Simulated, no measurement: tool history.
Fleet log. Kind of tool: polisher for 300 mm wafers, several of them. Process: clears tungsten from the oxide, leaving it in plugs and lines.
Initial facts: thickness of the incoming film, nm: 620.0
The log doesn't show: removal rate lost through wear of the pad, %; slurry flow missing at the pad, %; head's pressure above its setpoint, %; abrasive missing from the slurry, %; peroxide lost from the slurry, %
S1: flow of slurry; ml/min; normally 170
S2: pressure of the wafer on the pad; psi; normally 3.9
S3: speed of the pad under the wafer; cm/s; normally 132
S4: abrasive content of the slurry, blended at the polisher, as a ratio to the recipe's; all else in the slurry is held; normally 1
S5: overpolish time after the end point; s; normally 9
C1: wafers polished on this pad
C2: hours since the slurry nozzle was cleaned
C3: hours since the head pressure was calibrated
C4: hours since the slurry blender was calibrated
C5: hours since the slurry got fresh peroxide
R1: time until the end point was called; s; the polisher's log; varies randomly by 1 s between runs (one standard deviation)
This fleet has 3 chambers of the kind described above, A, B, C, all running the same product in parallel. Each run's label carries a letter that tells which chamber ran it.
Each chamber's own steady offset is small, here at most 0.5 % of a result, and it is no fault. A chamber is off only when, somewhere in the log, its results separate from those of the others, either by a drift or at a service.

run   hour   S1   S2   S3  S4  S5   C1     C2     C3     C4     C5      R1
 1C    4.3  170  3.9  132   1   9  220  543.7  393.6   92.4   33.5  89.791
 2B   10.1  170  3.9  132   1   9   76  608.7  113.5  358.1  107.6  87.769
 3A   14.0  170  3.9  132   1   9  843  381.2  355.1  244.9  126.4  90.141
      18.5  -- chamber C: slurry tank refilled with fresh slurry and peroxide
 4B   18.9  170  3.9  132   1   9  130  617.5  122.3  366.9  116.4  91.027
 5C   24.8  170  3.9  132   1   9  347  564.2  414.1  112.9    6.3  89.490
      25.1  -- chamber A: worn pad replaced by a new one
 6A   27.6  170  3.9  132   1   9   15  394.8  368.7  258.5  140.0  89.915
 7A   30.3  170  3.9  132   1   9   32  397.5  371.4  261.2  142.7  90.582
 8B   33.0  170  3.9  132   1   9  218  631.6  136.4  381.0  130.5  92.519
 9C   38.5  170  3.9  132   1   9  432  577.9  427.8  126.6   20.0  90.225
      43.0  -- chamber B: slurry tank refilled with fresh slurry and peroxide
10A   43.0  170  3.9  132   1   9  111  410.2  384.1  273.9  155.4  89.916
11C   46.1  170  3.9  132   1   9  479  585.5  435.4  134.2   27.6  90.367
12B   52.1  170  3.9  132   1   9  336  650.7  155.5  400.1    9.2  90.141
13C   57.7  120  3.9  132   1   9  551  597.1  447.0  145.8   39.2  94.665
      58.3  -- chamber A: slurry tank refilled with fresh slurry and peroxide
14A   60.8  120  3.9  132   1   9  221  428.0  401.9  291.7    2.5  95.935
15B   65.8  120  3.9  132   1   9  421  664.4  169.2  413.8   22.9  95.424
      70.3  -- chamber C: slurry nozzle cleaned
16A   70.7  170  3.9  132   1   9  282  437.9  411.8  301.6   12.4  88.166
      72.4  -- chamber C: head pressure recalibrated
      73.8  -- chamber C: slurry tank refilled with fresh slurry and peroxide
17C   73.8  170  3.9  132   1   9  651    3.6    1.4  161.9    0.0  80.595
18B   76.5  170  3.9  132   1   9  488  675.1  179.9  424.5   33.6  88.908
      81.6  -- chamber A: slurry blender recalibrated
19A   82.6  170  5.1  132   1   9  356  449.8  423.7    1.0   24.3  68.953
20B   86.9  170  5.1  132   1   9  552  685.5  190.3  434.9   44.0  69.622
21C   92.7  170  5.1  132   1   9  768   22.5   20.3  180.8   18.9  61.453
22C   97.9  170  3.9  132   1   9  801   27.7   25.5  186.0   24.1  80.643
     100.0  -- chamber A: slurry nozzle cleaned
     100.1  -- chamber C: slurry blender recalibrated
23B  102.0  170  3.9  132   1   9  646  700.6  205.4  450.0   59.1  91.160
24A  104.8  170  3.9  132   1   9  494    4.9  445.9   23.2   46.5  91.679
25A  109.4  170  3.9  132   1   9  522    9.5  450.5   27.8   51.1  92.515
     114.7  -- chamber B: worn pad replaced by a new one
26C  115.1  170  3.9  132   1   9  907   44.9   42.7   15.0   41.3  80.186
     115.4  -- chamber C: worn pad replaced by a new one
27B  118.8  170  3.9  132   1   9   25  717.4  222.2  466.8   75.9  91.122
28C  124.1  170  5.0  132   1   6   54   53.9   51.7   24.0   50.3  63.031
     125.7  -- chamber C: slurry tank refilled with fresh slurry and peroxide
29B  126.9  170  5.0  132   1   6   75  725.5  230.3  474.9   84.0  69.804
     131.6  -- chamber B: slurry blender recalibrated
30A  132.1  170  5.0  132   1   6  663   32.2  473.2   50.5   73.8  70.685
     132.4  -- chamber B: slurry nozzle cleaned
31C  137.9  220  3.9  132   1   9  139   67.7   65.5   37.8   12.3  77.089
32B  141.6  220  3.9  132   1   9  167    9.2  245.0   10.1   98.7  85.743
33A  147.5  220  3.9  132   1   9  759   47.6  488.6   65.9   89.2  84.828
34A  153.1  170  3.9  132   1   9  794   53.2  494.2   71.5   94.8  88.376
35C  157.2  170  3.9  132   1   9  259   87.0   84.8   57.1   31.6  79.095
36B  162.7  170  3.9  132   1   9  298   30.3  266.1   31.2  119.8  89.641
37B  168.5  170  3.9  132   1   9  333   36.1  271.9   37.0  125.6  88.513
     173.1  -- chamber A: worn pad replaced by a new one
38C  173.5  170  3.9  132   1   9  360  103.3  101.1   73.4   47.9  79.823
39A  177.6  170  3.9  132   1   9   28   77.7  518.7   96.0  119.3  90.686
     181.2  -- chamber C: slurry tank refilled with fresh slurry and peroxide
40B  183.4  170  3.9  132   1   9  426   51.0  286.8   51.9  140.5  91.376
41A  189.4  170  3.9  132   1   9  101   89.5  530.5  107.8  131.1  92.292
42C  193.3  170  3.9  132   1   9  483  123.1  120.9   93.2   12.1  78.722
43B  197.9  170  3.9  132   1   9  516   65.5  301.3   66.4  155.0  89.555
44A  201.0  170  3.9  132   1   9  173  101.1  542.1  119.4  142.7  90.257

Next, every chamber runs the same settings. What will each give?
45A  205.5  170  3.9  132   1   9                       ?
45B  205.5  170  3.9  132   1   9                       ?
45C  205.5  170  3.9  132   1   9                       ?

run      R1
45A  88.904
45B  89.911
45C  81.268

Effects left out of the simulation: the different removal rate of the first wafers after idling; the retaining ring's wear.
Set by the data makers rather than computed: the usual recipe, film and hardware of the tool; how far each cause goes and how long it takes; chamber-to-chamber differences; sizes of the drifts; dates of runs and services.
